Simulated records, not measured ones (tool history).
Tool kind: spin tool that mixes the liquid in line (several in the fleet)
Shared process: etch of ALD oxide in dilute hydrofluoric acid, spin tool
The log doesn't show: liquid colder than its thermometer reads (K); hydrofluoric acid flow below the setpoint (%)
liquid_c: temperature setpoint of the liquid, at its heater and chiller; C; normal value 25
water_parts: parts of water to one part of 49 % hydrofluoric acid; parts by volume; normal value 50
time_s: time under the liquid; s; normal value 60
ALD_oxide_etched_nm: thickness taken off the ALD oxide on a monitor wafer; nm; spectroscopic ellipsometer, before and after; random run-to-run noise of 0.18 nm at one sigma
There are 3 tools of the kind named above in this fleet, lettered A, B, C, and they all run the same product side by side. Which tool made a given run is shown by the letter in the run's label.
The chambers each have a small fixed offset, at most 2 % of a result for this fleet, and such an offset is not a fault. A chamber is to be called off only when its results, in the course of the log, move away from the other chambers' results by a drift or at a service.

run,day,liquid_c,water_parts,time_s,hours since the thermometer was replaced,hours since the hydrofluoric acid flow meter was replaced,"read-back film thickness of the ALD oxide reference wafer, read on the same gauge (nm)",ALD_oxide_etched_nm
1C,0.338,25,50,60,173.4,692.0,89.964,19.153
2A,0.679,25,50,60,669.1,319.8,90.027,19.944
3B,0.896,25,50,60,1095.2,1371.3,90.029,19.447
4B,1.108,25,50,60,1100.3,1376.4,90.002,19.621
5C,1.388,25,50,60,198.6,717.2,90.014,19.445
6A,1.667,25,50,60,692.8,343.5,89.984,20.238
7C,1.892,25,50,60,210.7,729.3,90.034,19.390
8B,2.262,25,50,60,1128.0,1404.1,89.993,19.813
9A,2.454,25,50,60,711.7,362.4,90.026,19.923
10A,2.796,25,50,60,719.9,370.6,89.981,19.871
11B,3.121,25,50,60,1148.6,1424.7,89.992,19.695
12C,3.462,25,50,60,248.4,767.0,90.015,19.500
13A,3.867,25,50,60,745.6,396.3,90.003,19.882
14B,4.142,25,50,60,1173.1,1449.2,89.988,19.549
15C,4.412,27,50,60,271.2,789.8,90.003,21.281
16A,4.708,27,50,60,765.8,416.5,90.016,21.296
17B,5.083,27,50,60,1195.7,1471.8,89.984,21.307
18C,5.312,25,50,60,292.8,811.4,90.017,19.625
19C,5.629,25,50,60,300.4,819.0,89.995,19.703
20A,5.979,23,50,60,796.3,447.0,90.016,17.634
21B,6.367,23,50,60,1226.5,1502.6,90.011,18.327
22A,6.592,23,50,60,811.0,461.7,90.015,17.758
23B,6.858,25,50,60,1238.3,1514.4,89.980,19.775
24C,7.250,25,50,60,339.3,857.9,89.994,19.908
25A,7.612,25,50,60,835.5,486.2,90.032,18.901
# day 7.921: chamber B: thermometer replaced
26B,8.038,25,50,60,2.9,1542.7,90.009,19.828
27C,8.250,25,50,60,363.3,881.9,89.983,19.467
28A,8.600,25,60,60,859.2,509.9,90.007,15.306
29C,8.888,25,60,60,378.6,897.2,90.031,16.079

All 3 chambers run these settings next. Forecast each chamber's results:
30A,9.204,25,50,60,,,,?
30B,9.204,25,50,60,,,,?
30C,9.204,25,50,60,,,,?

run,ALD_oxide_etched_nm
30A,18.434
30B,19.371
30C,19.777
